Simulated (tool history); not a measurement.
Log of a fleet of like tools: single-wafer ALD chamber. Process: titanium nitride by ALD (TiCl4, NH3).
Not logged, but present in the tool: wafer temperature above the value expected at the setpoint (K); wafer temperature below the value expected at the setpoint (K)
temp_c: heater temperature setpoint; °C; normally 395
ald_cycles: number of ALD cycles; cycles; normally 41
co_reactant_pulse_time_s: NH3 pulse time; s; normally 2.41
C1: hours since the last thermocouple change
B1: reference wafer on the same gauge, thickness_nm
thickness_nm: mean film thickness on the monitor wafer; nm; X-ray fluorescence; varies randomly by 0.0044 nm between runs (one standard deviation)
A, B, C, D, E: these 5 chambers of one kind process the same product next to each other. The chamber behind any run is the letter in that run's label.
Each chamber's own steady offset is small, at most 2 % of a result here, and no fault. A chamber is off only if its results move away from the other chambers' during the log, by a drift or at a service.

run 1A day=0.171 | temp_c=395 ald_cycles=41 co_reactant_pulse_time_s=2.41 | C1=1358.8 | B1=1.0474 | thickness_nm=0.90402
run 2D day=0.338 | temp_c=395 ald_cycles=41 co_reactant_pulse_time_s=2.41 | C1=1795.3 | B1=1.0483 | thickness_nm=0.91286
run 3B day=0.508 | temp_c=395 ald_cycles=41 co_reactant_pulse_time_s=2.41 | C1=1586.9 | B1=1.0468 | thickness_nm=0.88946
run 4E day=0.629 | temp_c=395 ald_cycles=41 co_reactant_pulse_time_s=2.41 | C1=1275 | B1=1.0479 | thickness_nm=0.90278
run 5C day=0.733 | temp_c=395 ald_cycles=41 co_reactant_pulse_time_s=2.41 | C1=1329.4 | B1=1.0483 | thickness_nm=0.9034
run 6C day=0.867 | temp_c=395 ald_cycles=41 co_reactant_pulse_time_s=2.41 | C1=1332.6 | B1=1.0482 | thickness_nm=0.90682
run 7B day=0.962 | temp_c=395 ald_cycles=41 co_reactant_pulse_time_s=2.41 | C1=1597.8 | B1=1.0489 | thickness_nm=0.88717
run 8D day=1.129 | temp_c=395 ald_cycles=41 co_reactant_pulse_time_s=2.41 | C1=1814.3 | B1=1.0484 | thickness_nm=0.907
run 9E day=1.292 | temp_c=395 ald_cycles=41 co_reactant_pulse_time_s=2.41 | C1=1290.9 | B1=1.049 | thickness_nm=0.911
run 10A day=1.438 | temp_c=395 ald_cycles=41 co_reactant_pulse_time_s=2.41 | C1=1389.2 | B1=1.0495 | thickness_nm=0.90353
run 11D day=1.604 | temp_c=395 ald_cycles=41 co_reactant_pulse_time_s=2.41 | C1=1825.7 | B1=1.0477 | thickness_nm=0.91787
run 12E day=1.783 | temp_c=395 ald_cycles=41 co_reactant_pulse_time_s=2.41 | C1=1302.7 | B1=1.047 | thickness_nm=0.90658
run 13A day=1.962 | temp_c=395 ald_cycles=41 co_reactant_pulse_time_s=2.41 | C1=1401.8 | B1=1.0482 | thickness_nm=0.89986
run 14C day=2.05 | temp_c=395 ald_cycles=41 co_reactant_pulse_time_s=2.41 | C1=1361 | B1=1.0473 | thickness_nm=0.90063
run 15B day=2.154 | temp_c=395 ald_cycles=41 co_reactant_pulse_time_s=2.41 | C1=1626.4 | B1=1.0471 | thickness_nm=0.87916
run 16C day=2.242 | temp_c=395 ald_cycles=41 co_reactant_pulse_time_s=2.41 | C1=1365.6 | B1=1.0468 | thickness_nm=0.90495
run 17B day=2.392 | temp_c=395 ald_cycles=41 co_reactant_pulse_time_s=2.41 | C1=1632.1 | B1=1.0478 | thickness_nm=0.88998
run 18A day=2.471 | temp_c=395 ald_cycles=41 co_reactant_pulse_time_s=2.41 | C1=1414 | B1=1.0478 | thickness_nm=0.90154
run 19D day=2.617 | temp_c=395 ald_cycles=41 co_reactant_pulse_time_s=2.41 | C1=1850 | B1=1.0478 | thickness_nm=0.90969
run 20E day=2.788 | temp_c=395 ald_cycles=41 co_reactant_pulse_time_s=2.41 | C1=1326.8 | B1=1.0487 | thickness_nm=0.90473
run 21E day=2.879 | temp_c=395 ald_cycles=41 co_reactant_pulse_time_s=2.41 | C1=1329 | B1=1.0474 | thickness_nm=0.90454
run 22B day=2.975 | temp_c=395 ald_cycles=41 co_reactant_pulse_time_s=2.41 | C1=1646.1 | B1=1.0476 | thickness_nm=0.88819
run 23A day=3.1 | temp_c=395 ald_cycles=41 co_reactant_pulse_time_s=2.41 | C1=1429.1 | B1=1.0487 | thickness_nm=0.90839
run 24C day=3.242 | temp_c=408 ald_cycles=41 co_reactant_pulse_time_s=1.68 | C1=1389.6 | B1=1.0485 | thickness_nm=0.90194
run 25D day=3.338 | temp_c=408 ald_cycles=41 co_reactant_pulse_time_s=1.68 | C1=1867.3 | B1=1.0465 | thickness_nm=0.90366
run 26D day=3.512 | temp_c=408 ald_cycles=41 co_reactant_pulse_time_s=1.68 | C1=1871.5 | B1=1.0482 | thickness_nm=0.9019
run 27E day=3.675 | temp_c=408 ald_cycles=41 co_reactant_pulse_time_s=1.68 | C1=1348.1 | B1=1.048 | thickness_nm=0.8991
run 28A day=3.842 | temp_c=408 ald_cycles=41 co_reactant_pulse_time_s=1.68 | C1=1446.9 | B1=1.0482 | thickness_nm=0.89814
run 29B day=3.938 | temp_c=395 ald_cycles=41 co_reactant_pulse_time_s=2.41 | C1=1669.2 | B1=1.0474 | thickness_nm=0.89863
run 30C day=4.071 | temp_c=395 ald_cycles=41 co_reactant_pulse_time_s=2.41 | C1=1409.5 | B1=1.048 | thickness_nm=0.90381
run 31C day=4.171 | temp_c=395 ald_cycles=41 co_reactant_pulse_time_s=2.41 | C1=1411.9 | B1=1.0482 | thickness_nm=0.90606
run 32E day=4.321 | temp_c=395 ald_cycles=41 co_reactant_pulse_time_s=2.41 | C1=1363.6 | B1=1.0491 | thickness_nm=0.89589
run 33D day=4.462 | temp_c=395 ald_cycles=41 co_reactant_pulse_time_s=2.41 | C1=1894.3 | B1=1.0467 | thickness_nm=0.90923
run 34B day=4.592 | temp_c=395 ald_cycles=41 co_reactant_pulse_time_s=2.41 | C1=1684.9 | B1=1.0491 | thickness_nm=0.89326
run 35A day=4.767 | temp_c=395 ald_cycles=41 co_reactant_pulse_time_s=2.41 | C1=1469.1 | B1=1.0474 | thickness_nm=0.90767
run 36C day=4.917 | temp_c=395 ald_cycles=41 co_reactant_pulse_time_s=2.41 | C1=1429.8 | B1=1.0481 | thickness_nm=0.90296
run 37A day=5.071 | temp_c=395 ald_cycles=41 co_reactant_pulse_time_s=2.41 | C1=1476.4 | B1=1.0471 | thickness_nm=0.90309
run 38D day=5.158 | temp_c=395 ald_cycles=41 co_reactant_pulse_time_s=2.41 | C1=1911 | B1=1.0476 | thickness_nm=0.90984
run 39B day=5.275 | temp_c=395 ald_cycles=41 co_reactant_pulse_time_s=2.41 | C1=1701.3 | B1=1.049 | thickness_nm=0.88514
run 40E day=5.442 | temp_c=395 ald_cycles=47 co_reactant_pulse_time_s=2.05 | C1=1390.5 | B1=1.0494 | thickness_nm=1.0321
run 41C day=5.533 | temp_c=395 ald_cycles=47 co_reactant_pulse_time_s=2.05 | C1=1444.6 | B1=1.0481 | thickness_nm=1.0283
run 42D day=5.612 | temp_c=395 ald_cycles=47 co_reactant_pulse_time_s=2.05 | C1=1921.9 | B1=1.048 | thickness_nm=1.0364

What goes on in this fleet: one chamber off, a drifting gauge, or nothing beyond the chambers' own small offsets? Name the chamber and the cause, if any.

Neither any chamber nor the gauge drifts; the chambers differ only by their own small, steady offsets.
